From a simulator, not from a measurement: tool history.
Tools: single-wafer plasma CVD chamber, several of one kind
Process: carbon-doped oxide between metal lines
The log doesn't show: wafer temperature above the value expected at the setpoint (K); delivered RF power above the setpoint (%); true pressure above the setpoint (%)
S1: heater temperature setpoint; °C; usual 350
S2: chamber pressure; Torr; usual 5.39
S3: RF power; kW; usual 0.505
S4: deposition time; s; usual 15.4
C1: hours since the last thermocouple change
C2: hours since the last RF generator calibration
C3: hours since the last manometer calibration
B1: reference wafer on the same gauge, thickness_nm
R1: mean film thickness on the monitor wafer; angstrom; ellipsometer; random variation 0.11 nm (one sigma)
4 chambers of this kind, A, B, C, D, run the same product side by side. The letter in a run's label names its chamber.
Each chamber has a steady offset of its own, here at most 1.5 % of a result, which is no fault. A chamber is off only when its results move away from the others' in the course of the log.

run	hour	S1	S2	S3	S4	C1	C2	C3	B1	R1
1A	7.9	350	5.39	0.505	15.4	548.5	938.6	526	95.112	804.98
2D	16.6	350	5.39	0.505	15.4	1984.4	178.6	297	95.121	798.84
3B	24.8	350	5.39	0.505	15.4	2303.8	1132	788.6	95.165	812.18
4C	38.3	350	5.39	0.505	15.4	244.6	893.6	1216.1	95.199	808.59
5D	48.9	362	4.9	0.505	15.4	2016.7	210.9	329.3	95.188	765.6
6B	60.1	362	4.9	0.505	15.4	2339.1	1167.3	823.9	95.19	776.3
7C	67.9	362	4.9	0.505	15.4	274.2	923.2	1245.7	95.253	771.24
8A	77.4	362	4.9	0.505	15.4	618	1008.1	595.5	95.241	771.32
9C	85.7	350	5.39	0.505	15.4	292	941	1263.5	95.239	809.3
10D	92.1	350	5.39	0.505	15.4	2059.9	254.1	372.5	95.268	800.85
# hour 101: chamber B: thermocouple changed; heater temperature recalibrated
11B	102.9	350	5.39	0.505	15.4	1.9	1210.1	866.7	95.282	814.19
12A	111.1	350	5.39	0.56	15.4	651.7	1041.8	629.2	95.288	859.65
13D	122.3	350	5.39	0.56	15.4	2090.1	284.3	402.7	95.347	856.44
14C	136.3	350	5.39	0.56	15.4	342.6	991.6	1314.1	95.379	862.42
15A	146.2	350	5.39	0.56	15.4	686.8	1076.9	664.3	95.363	858.65
16B	155	350	5.39	0.505	15.4	54	1262.2	918.8	95.407	814.7
17A	163.6	350	5.39	0.45	17.5	704.2	1094.3	681.7	95.423	848.41
18B	173.8	350	5.39	0.45	17.5	72.8	1281	937.6	95.42	856.77
19D	185.9	350	5.39	0.45	17.5	2153.7	347.9	466.3	95.45	845.61
20C	194.4	350	5.39	0.45	17.5	400.7	1049.7	1372.2	95.459	852.62
21A	200.5	350	5.39	0.505	15.4	741.1	1131.2	718.6	95.498	807.45
22D	208.8	350	5.39	0.505	15.4	2176.6	370.8	489.2	95.501	801.85
23C	220.3	350	6.22	0.505	18.2	426.6	1075.6	1398.1	95.546	969.97
24B	228.8	350	6.22	0.505	18.2	127.8	1336	992.6	95.506	976.92
25B	237.9	350	6.22	0.505	18.2	136.9	1345.1	1001.7	95.553	978.88
26A	244	350	6.22	0.505	18.2	784.6	1174.7	762.1	95.53	968.45
27D	251.6	350	5.39	0.55	15.4	2219.4	413.6	532	95.583	849.73
28C	261.3	350	5.39	0.55	15.4	467.6	1116.6	1439.1	95.602	853.57
29B	268.3	350	5.39	0.55	15.4	167.3	1375.5	1032.1	95.596	858.54
30C	277.4	350	5.39	0.55	15.4	483.7	1132.7	1455.2	95.655	853.72

Next, every chamber runs the same settings. What will each give?
31A	287.5	350	5.39	0.505	15.4					?
31B	287.5	350	5.39	0.505	15.4					?
31C	287.5	350	5.39	0.505	15.4					?
31D	287.5	350	5.39	0.505	15.4					?

run	R1
31A	809.77
31B	815.97
31C	812.94
31D	804.52
